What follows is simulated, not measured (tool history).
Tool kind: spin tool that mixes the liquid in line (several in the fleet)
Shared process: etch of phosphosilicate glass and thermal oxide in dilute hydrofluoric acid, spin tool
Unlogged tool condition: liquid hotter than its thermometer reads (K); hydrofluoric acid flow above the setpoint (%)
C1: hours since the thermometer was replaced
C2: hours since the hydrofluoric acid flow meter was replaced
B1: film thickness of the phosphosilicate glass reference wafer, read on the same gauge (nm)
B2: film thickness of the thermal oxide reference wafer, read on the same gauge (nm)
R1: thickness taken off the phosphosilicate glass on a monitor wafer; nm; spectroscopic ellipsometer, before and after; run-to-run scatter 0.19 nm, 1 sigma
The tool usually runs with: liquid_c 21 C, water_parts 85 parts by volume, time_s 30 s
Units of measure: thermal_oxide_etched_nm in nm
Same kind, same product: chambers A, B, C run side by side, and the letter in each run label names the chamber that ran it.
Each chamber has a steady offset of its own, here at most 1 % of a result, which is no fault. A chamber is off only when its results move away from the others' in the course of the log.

run 1B hour=5.5 | liquid_c=21 water_parts=85 time_s=30 | C1=943.2 C2=53.9 | B1=120.02 B2=49.965 | R1=58.823 thermal_oxide_etched_nm=1.4264
run 2C hour=8.6 | liquid_c=21 water_parts=85 time_s=30 | C1=117.3 C2=612.6 | B1=120.01 B2=49.943 | R1=59.491 thermal_oxide_etched_nm=1.4963
run 3A hour=13.6 | liquid_c=21 water_parts=85 time_s=30 | C1=2113.9 C2=63.2 | B1=119.99 B2=50.065 | R1=59.109 thermal_oxide_etched_nm=1.4582
run 4A hour=18.5 | liquid_c=21 water_parts=85 time_s=30 | C1=2118.8 C2=68.1 | B1=120 B2=49.983 | R1=59.42 thermal_oxide_etched_nm=1.5508
run 5C hour=21.5 | liquid_c=21 water_parts=85 time_s=30 | C1=130.2 C2=625.5 | B1=119.97 B2=49.992 | R1=59.46 thermal_oxide_etched_nm=1.5011
run 6B hour=25.7 | liquid_c=21 water_parts=85 time_s=30 | C1=963.4 C2=74.1 | B1=120.03 B2=49.97 | R1=59.131 thermal_oxide_etched_nm=1.4919
run 7A hour=29.7 | liquid_c=21 water_parts=95 time_s=30 | C1=2130 C2=79.3 | B1=120.01 B2=50.058 | R1=52.353 thermal_oxide_etched_nm=1.3229
run 8B hour=36.2 | liquid_c=21 water_parts=95 time_s=30 | C1=973.9 C2=84.6 | B1=120 B2=49.995 | R1=52.081 thermal_oxide_etched_nm=1.3049
run 9C hour=42.6 | liquid_c=21 water_parts=95 time_s=30 | C1=151.3 C2=646.6 | B1=120.04 B2=49.986 | R1=52.32 thermal_oxide_etched_nm=1.3197
run 10B hour=47.2 | liquid_c=21 water_parts=85 time_s=30 | C1=984.9 C2=95.6 | B1=119.99 B2=50.024 | R1=58.535 thermal_oxide_etched_nm=1.5325
run 11C hour=53.2 | liquid_c=21 water_parts=85 time_s=30 | C1=161.9 C2=657.2 | B1=119.99 B2=49.973 | R1=59.706 thermal_oxide_etched_nm=1.4759
run 12A hour=56.9 | liquid_c=21 water_parts=85 time_s=30 | C1=2157.2 C2=106.5 | B1=120.01 B2=50.012 | R1=59.063 thermal_oxide_etched_nm=1.4802
run 13C hour=60.7 | liquid_c=21 water_parts=85 time_s=30 | C1=169.4 C2=664.7 | B1=120 B2=49.986 | R1=59.558 thermal_oxide_etched_nm=1.4995
run 14A hour=64.4 | liquid_c=21 water_parts=85 time_s=15 | C1=2164.7 C2=114 | B1=120.01 B2=50.024 | R1=29.52 thermal_oxide_etched_nm=0.70544
run 15B hour=67.9 | liquid_c=21 water_parts=85 time_s=15 | C1=1005.6 C2=116.3 | B1=120 B2=49.981 | R1=29.497 thermal_oxide_etched_nm=0.74643
run 16C hour=70.8 | liquid_c=21 water_parts=85 time_s=15 | C1=179.5 C2=674.8 | B1=119.96 B2=50.01 | R1=29.753 thermal_oxide_etched_nm=0.75143
run 17B hour=74.8 | liquid_c=21 water_parts=85 time_s=30 | C1=1012.5 C2=123.2 | B1=120.02 B2=50.052 | R1=58.999 thermal_oxide_etched_nm=1.46
run 18A hour=79.7 | liquid_c=21 water_parts=85 time_s=30 | C1=2180 C2=129.3 | B1=120.01 B2=50.016 | R1=58.709 thermal_oxide_etched_nm=1.501
run 19B hour=86.1 | liquid_c=21 water_parts=85 time_s=30 | C1=1023.8 C2=134.5 | B1=120.03 B2=50.05 | R1=58.748 thermal_oxide_etched_nm=1.483
run 20C hour=92.5 | liquid_c=21 water_parts=85 time_s=30 | C1=201.2 C2=696.5 | B1=120.01 B2=50.013 | R1=59.555 thermal_oxide_etched_nm=1.477
run 21A hour=96.5 | liquid_c=21 water_parts=85 time_s=30 | C1=2196.8 C2=146.1 | B1=120.01 B2=50.006 | R1=58.932 thermal_oxide_etched_nm=1.4495
run 22C hour=100.9 | liquid_c=21 water_parts=85 time_s=40 | C1=209.6 C2=704.9 | B1=120 B2=50.017 | R1=79.553 thermal_oxide_etched_nm=1.9949
run 23A hour=104 | liquid_c=21 water_parts=85 time_s=40 | C1=2204.3 C2=153.6 | B1=119.99 B2=50.049 | R1=78.694 thermal_oxide_etched_nm=1.9561
run 24B hour=109.5 | liquid_c=21 water_parts=85 time_s=40 | C1=1047.2 C2=157.9 | B1=119.98 B2=49.99 | R1=78.322 thermal_oxide_etched_nm=1.9675
run 25C hour=114.2 | liquid_c=21 water_parts=85 time_s=30 | C1=222.9 C2=718.2 | B1=120.02 B2=50.001 | R1=59.296 thermal_oxide_etched_nm=1.5402
run 26A hour=118.4 | liquid_c=19 water_parts=85 time_s=30 | C1=2218.7 C2=168 | B1=120 B2=50.02 | R1=54.616 thermal_oxide_etched_nm=1.3864
run 27B hour=121.7 | liquid_c=19 water_parts=85 time_s=30 | C1=1059.4 C2=170.1 | B1=120.01 B2=50.021 | R1=54.32 thermal_oxide_etched_nm=1.3754
run 28C hour=127.2 | liquid_c=19 water_parts=85 time_s=30 | C1=235.9 C2=731.2 | B1=120.04 B2=49.95 | R1=54.684 thermal_oxide_etched_nm=1.37
run 29A hour=132.1 | liquid_c=21 water_parts=115 time_s=45 | C1=2232.4 C2=181.7 | B1=120.02 B2=50.006 | R1=63.46 thermal_oxide_etched_nm=1.6342
run 30B hour=136.7 | liquid_c=21 water_parts=115 time_s=45 | C1=1074.4 C2=185.1 | B1=119.97 B2=50.013 | R1=62.801 thermal_oxide_etched_nm=1.5784
run 31C hour=141.3 | liquid_c=21 water_parts=115 time_s=45 | C1=250 C2=745.3 | B1=120 B2=49.953 | R1=63.404 thermal_oxide_etched_nm=1.6061

All chambers now run identical settings, listed one chamber a line with results as question marks. What results will each chamber show?
run 32A hour=146 | liquid_c=22.5 water_parts=85 time_s=30 | R1=? thermal_oxide_etched_nm=?
run 32B hour=146 | liquid_c=22.5 water_parts=85 time_s=30 | R1=? thermal_oxide_etched_nm=?
run 32C hour=146 | liquid_c=22.5 water_parts=85 time_s=30 | R1=? thermal_oxide_etched_nm=?

run=32A R1=62.523 thermal_oxide_etched_nm=1.5773
run=32B R1=62.587 thermal_oxide_etched_nm=1.578
run=32C R1=63.229 thermal_oxide_etched_nm=1.6166
